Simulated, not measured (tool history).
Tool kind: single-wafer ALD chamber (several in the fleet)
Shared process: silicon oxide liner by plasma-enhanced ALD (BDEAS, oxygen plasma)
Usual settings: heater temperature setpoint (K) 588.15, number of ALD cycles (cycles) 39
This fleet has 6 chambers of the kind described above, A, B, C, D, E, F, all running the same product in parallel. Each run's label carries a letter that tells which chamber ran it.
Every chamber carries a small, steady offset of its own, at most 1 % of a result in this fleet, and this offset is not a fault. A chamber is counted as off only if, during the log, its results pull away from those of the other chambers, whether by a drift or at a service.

run,day,heater temperature setpoint (K),number of ALD cycles (cycles),"read-back reference wafer on the same gauge, thickness_nm",mean film thickness on the monitor wafer (nm)
1B,0.558,588.15,39,2.9302,3.5442
2A,0.904,588.15,39,2.9313,3.5971
3E,1.275,588.15,39,2.9317,3.5528
# day 1.533: chamber F: thermocouple changed; heater temperature recalibrated
4C,1.775,588.15,39,2.9303,3.5596
5D,2.325,588.15,39,2.9311,3.5621
6F,2.692,588.15,39,2.9334,3.5471
# day 2.833: chamber A: thermocouple changed; heater temperature recalibrated
7A,2.958,588.15,39,2.9337,3.5884
8F,3.25,588.15,39,2.9336,3.5494
9D,3.6,588.15,39,2.9339,3.5557
10C,3.933,588.15,39,2.9343,3.5535
11E,4.354,588.15,39,2.934,3.557
12B,4.762,588.15,39,2.9352,3.5494
13F,5.242,588.15,39,2.936,3.547
14A,5.546,575.15,39,2.9353,3.6551
15B,6.05,575.15,39,2.9365,3.6254
16E,6.329,575.15,39,2.9384,3.6139
17D,6.754,575.15,39,2.9369,3.6292
18C,7.083,575.15,39,2.9371,3.6305
19E,7.371,575.15,39,2.9389,3.619
20A,7.704,584.15,39,2.9377,3.6073
21D,8.142,584.15,39,2.9377,3.595
22F,8.454,584.15,39,2.94,3.5699
23C,8.85,584.15,39,2.9386,3.5929
24B,9.288,584.15,39,2.94,3.5762
25D,9.767,584.15,39,2.9389,3.5882
26C,10.338,588.15,39,2.9411,3.5679
27A,10.75,598.15,36,2.941,3.2793
28F,11.108,598.15,36,2.9411,3.2304
29E,11.525,598.15,36,2.9423,3.2481
30B,11.796,598.15,36,2.9428,3.2401
31B,12.258,598.15,36,2.9429,3.232
32A,12.679,598.15,36,2.9436,3.2733
33C,13.15,588.15,39,2.9443,3.5763
34F,13.725,588.15,39,2.9455,3.5596
35E,14.254,588.15,39,2.9468,3.5728
36D,14.508,588.15,39,2.9448,3.5652
37E,14.929,600.15,42,2.9447,3.7801
38F,15.375,600.15,42,2.9469,3.765
39D,15.767,600.15,42,2.946,3.7856
40B,16.267,600.15,42,2.9476,3.7693
41A,16.712,600.15,42,2.9469,3.8181

All chambers now run identical settings, listed one chamber a line with results as question marks. What results will each chamber show?
42A,17.129,588.15,39,,?
42B,17.129,588.15,39,,?
42C,17.129,588.15,39,,?
42D,17.129,588.15,39,,?
42E,17.129,588.15,39,,?
42F,17.129,588.15,39,,?

run,mean film thickness on the monitor wafer (nm)
42A,3.6083
42B,3.5655
42C,3.5822
42D,3.5747
42E,3.562
42F,3.55
